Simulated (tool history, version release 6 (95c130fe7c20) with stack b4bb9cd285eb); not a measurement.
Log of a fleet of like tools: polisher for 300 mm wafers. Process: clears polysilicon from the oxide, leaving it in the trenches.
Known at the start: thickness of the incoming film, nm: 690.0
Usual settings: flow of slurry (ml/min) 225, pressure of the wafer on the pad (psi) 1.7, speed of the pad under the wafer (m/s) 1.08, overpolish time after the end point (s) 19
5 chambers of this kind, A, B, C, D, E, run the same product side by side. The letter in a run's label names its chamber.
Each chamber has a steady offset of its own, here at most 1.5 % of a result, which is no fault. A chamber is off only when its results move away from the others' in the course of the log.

run	hour	flow of slurry (ml/min)	pressure of the wafer on the pad (psi)	speed of the pad under the wafer (m/s)	overpolish time after the end point (s)	wafers polished on this pad	hours since the slurry nozzle was cleaned	hours since the head pressure was calibrated	time until the end point was called (s)	dishing of a wide line in a test structure (angstrom)
# hour 9.6: chamber E: worn pad replaced by a new one
1C	15.5	225	1.7	1.08	19	602	153	1023	65.48	682.66
2B	23.5	225	1.7	1.08	19	232	111.2	149.6	63.569	675.46
# hour 24.9: chamber D: head pressure recalibrated
# hour 26.7: chamber D: worn pad replaced by a new one
3D	34.1	225	1.7	1.08	19	71	504.6	9.2	66.635	677.38
# hour 38.5: chamber D: slurry nozzle cleaned
4E	41.4	225	1.7	1.08	19	305	610.1	265.7	65.844	680.76
5A	53	225	1.7	1.08	19	749	133.9	1092.9	62.827	709.47
# hour 53.6: chamber A: worn pad replaced by a new one
6E	60.3	225	1.7	1.08	19	486	629	284.6	65.747	674.25
7D	69	225	1.7	1.08	19	405	30.5	44.1	66.654	692.98
# hour 73: chamber E: worn pad replaced by a new one
# hour 73.8: chamber C: worn pad replaced by a new one
8B	79.5	225	1.7	1.08	19	768	167.2	205.6	65.774	651.09
# hour 89.6: chamber C: head pressure recalibrated
9A	92.6	225	1.7	1.08	19	374	173.5	1132.5	65.041	685.15
# hour 101.4: chamber D: worn pad replaced by a new one
10C	107.2	250	1.7	0.94	19	320	244.7	17.7	74.602	641.05
11E	122.5	250	1.7	0.94	19	474	691.2	346.8	75.93	685.87
# hour 134.7: chamber A: worn pad replaced by a new one
12A	138	250	1.7	0.94	19	31	218.9	1177.9	73.598	676.54
# hour 146.9: chamber B: worn pad replaced by a new one
# hour 151.4: chamber E: worn pad replaced by a new one
13D	153.4	250	1.7	0.94	19	498	114.9	128.5	77.004	657.55
# hour 153.5: chamber B: slurry nozzle cleaned
# hour 157.5: chamber E: head pressure recalibrated
14C	163.7	250	1.7	0.94	19	861	301.2	74.2	76.286	663.85
15B	177.4	225	1.7	1.08	19	292	24	303.5	66.433	705.48
# hour 178: chamber D: worn pad replaced by a new one
16D	192.9	225	1.7	1.08	19	143	154.4	168	67.785	658.59
# hour 193.7: chamber C: worn pad replaced by a new one
# hour 203.3: chamber A: worn pad replaced by a new one
17A	209	225	1.7	1.08	19	55	289.9	1248.9	65.258	713.02
18B	218.8	225	1.7	1.08	19	688	65.4	344.9	64.468	713.14
# hour 220.6: chamber E: worn pad replaced by a new one
# hour 224: chamber E: slurry nozzle cleaned
19E	229.2	225	1.7	1.08	19	83	5.3	71.7	66.354	672.86
20C	239.1	225	1.7	1.08	19	435	376.6	149.6	65.237	674.73
# hour 251.8: chamber D: worn pad replaced by a new one
21C	254.9	225	1.7	1.08	19	586	392.4	165.4	65.909	672.8
22D	263.3	225	1.7	1.08	19	111	224.8	238.4	66.679	699.97
# hour 264.1: chamber A: slurry nozzle cleaned
# hour 272.1: chamber A: worn pad replaced by a new one
23E	276.5	225	1.7	1.08	19	536	52.6	119	65.316	680.92
# hour 279.6: chamber B: worn pad replaced by a new one
24B	290.8	250	1.7	1.08	13	107	137.4	416.9	63.312	614.18
# hour 292.5: chamber E: worn pad replaced by a new one
# hour 293.1: chamber C: worn pad replaced by a new one
25A	300.5	250	1.7	1.08	13	272	36.5	1340.4	65.19	624.29
26C	315	250	1.7	1.08	13	209	452.5	225.5	64.724	615.24
27D	322.9	250	1.7	1.08	13	681	284.4	298	65.308	619.92
28A	336	250	1.7	1.08	13	612	72	1375.9	63.847	630.81
29E	344	225	1.7	1.08	19	493	120.1	186.5	65.716	697.27
30B	354.8	225	1.4	1.08	19	720	201.4	480.9	79.885	662

Is one chamber off against the others, does the gauge drift, or is nothing wrong? If a chamber is off, say which, and what the likeliest cause is.

No chamber stands off beyond its own small offset, and the gauge holds steady.
